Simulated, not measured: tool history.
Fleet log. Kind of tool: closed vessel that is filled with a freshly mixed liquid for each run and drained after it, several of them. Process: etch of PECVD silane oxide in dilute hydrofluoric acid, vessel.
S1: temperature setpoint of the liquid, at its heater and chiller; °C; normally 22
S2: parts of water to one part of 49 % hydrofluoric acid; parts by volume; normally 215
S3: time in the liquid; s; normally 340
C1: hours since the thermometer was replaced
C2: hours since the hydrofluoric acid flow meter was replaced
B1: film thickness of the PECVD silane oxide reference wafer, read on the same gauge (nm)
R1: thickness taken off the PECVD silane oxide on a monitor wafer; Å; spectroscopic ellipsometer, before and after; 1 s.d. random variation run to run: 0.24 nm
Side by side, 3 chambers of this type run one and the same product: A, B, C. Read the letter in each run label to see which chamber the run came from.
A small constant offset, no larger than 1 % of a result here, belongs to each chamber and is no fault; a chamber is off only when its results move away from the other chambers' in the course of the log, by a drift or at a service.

Run 1B, hour 7.4: usual settings; C1 696.7; C2 435.7; B1 40.004. Result: R1 415.36 Å.
Run 2A, hour 16: usual settings; C1 141.2; C2 1391.9; B1 40.013. Result: R1 414.42 Å.
Run 3C, hour 24.2: usual settings; C1 363.5; C2 654.2; B1 40.017. Result: R1 427.08 Å.
Run 4A, hour 29.8: usual settings; C1 155; C2 1405.7; B1 40.029. Result: R1 420.89 Å.
Run 5B, hour 36.6: usual settings; C1 725.9; C2 464.9; B1 40.014. Result: R1 416.06 Å.
Run 6C, hour 45.4: usual settings; C1 384.7; C2 675.4; B1 40.015. Result: R1 423.76 Å.
Run 7C, hour 56: usual settings; C1 395.3; C2 686; B1 39.994. Result: R1 423.37 Å.
Run 8A, hour 63.2: usual settings; C1 188.4; C2 1439.1; B1 40.005. Result: R1 418.75 Å.
Run 9B, hour 73.1: usual settings; C1 762.4; C2 501.4; B1 40.008. Result: R1 417.71 Å.
Run 10C, hour 83: usual settings but S3 270 s; C1 422.3; C2 713; B1 40.009. Result: R1 339.16 Å.
Run 11B, hour 92.8: usual settings but S3 270 s; C1 782.1; C2 521.1; B1 40.004. Result: R1 332.1 Å.
Run 12A, hour 100.9: usual settings but S3 270 s; C1 226.1; C2 1476.8; B1 39.998. Result: R1 326.58 Å.
Run 13A, hour 107.4: usual settings; C1 232.6; C2 1483.3; B1 40.016. Result: R1 415.57 Å.
Run 14C, hour 115.2: usual settings; C1 454.5; C2 745.2; B1 40.016. Result: R1 426.71 Å.
At hour 116.7: chamber B: thermometer replaced.
Run 15B, hour 123.2: usual settings; C1 6.5; C2 551.5; B1 39.995. Result: R1 422.8 Å.
Run 16B, hour 133.8: usual settings but S1 20 °C; C1 17.1; C2 562.1; B1 39.98. Result: R1 395.23 Å.
Run 17C, hour 142: usual settings but S1 20 °C; C1 481.3; C2 772; B1 40.015. Result: R1 391.96 Å.
Run 18A, hour 148.9: usual settings but S1 20 °C; C1 274.1; C2 1524.8; B1 40.003. Result: R1 387.85 Å.
Run 19B, hour 153.8: usual settings; C1 37.1; C2 582.1; B1 40.002. Result: R1 421.92 Å.
Run 20A, hour 161.9: usual settings but S1 19 °C; C1 287.1; C2 1537.8; B1 39.989. Result: R1 372.11 Å.
Run 21C, hour 169.3: usual settings but S1 19 °C; C1 508.6; C2 799.3; B1 40.005. Result: R1 380.04 Å.
Run 22A, hour 177.8: usual settings but S1 19 °C; C1 303; C2 1553.7; B1 39.995. Result: R1 369.72 Å.
Run 23B, hour 184.7: usual settings; C1 68; C2 613; B1 39.997. Result: R1 424.65 Å.
Run 24C, hour 190.8: usual settings; C1 530.1; C2 820.8; B1 39.998. Result: R1 425.44 Å.
Run 25A, hour 201.7: usual settings; C1 326.9; C2 1577.6; B1 39.997. Result: R1 413.92 Å.
Run 26B, hour 212.1: usual settings; C1 95.4; C2 640.4; B1 40.004. Result: R1 433.17 Å.
Run 27C, hour 220.5: usual settings; C1 559.8; C2 850.5; B1 39.988. Result: R1 424.79 Å.
Run 28C, hour 227.2: usual settings; C1 566.5; C2 857.2; B1 40.01. Result: R1 423.01 Å.
Run 29A, hour 237.5: usual settings; C1 362.7; C2 1613.4; B1 40.007. Result: R1 418.78 Å.
At hour 237.9: chamber C: thermometer replaced.
Run 30B, hour 247.8: usual settings; C1 131.1; C2 676.1; B1 40.007. Result: R1 434.51 Å.
Run 31A, hour 255.3: usual settings but S2 110 parts by volume, S3 240 s; C1 380.5; C2 1631.2; B1 39.976. Result: R1 640.98 Å.
Run 32C, hour 262.2: usual settings but S2 110 parts by volume, S3 240 s; C1 24.4; C2 892.2; B1 39.993. Result: R1 646.26 Å.
Run 33B, hour 268.1: usual settings but S2 110 parts by volume, S3 240 s; C1 151.4; C2 696.4; B1 40.004. Result: R1 659.81 Å.
Run 34A, hour 278.1: usual settings; C1 403.3; C2 1654; B1 40.018. Result: R1 415.49 Å.
Run 35B, hour 283.4: usual settings; C1 166.7; C2 711.7; B1 39.987. Result: R1 440.03 Å.
Run 36C, hour 293.9: usual settings; C1 56.1; C2 923.9; B1 40.01. Result: R1 426.89 Å.

Next, all 3 chambers run the settings below, one line each with question marks for the results. What does each chamber give?
Run 37A, hour 301.8: usual settings but S1 26 °C. Result: R1 ?.
Run 37B, hour 301.8: usual settings but S1 26 °C. Result: R1 ?.
Run 37C, hour 301.8: usual settings but S1 26 °C. Result: R1 ?.

run      R1
37A  485.14
37B  512.45
37C  490.51
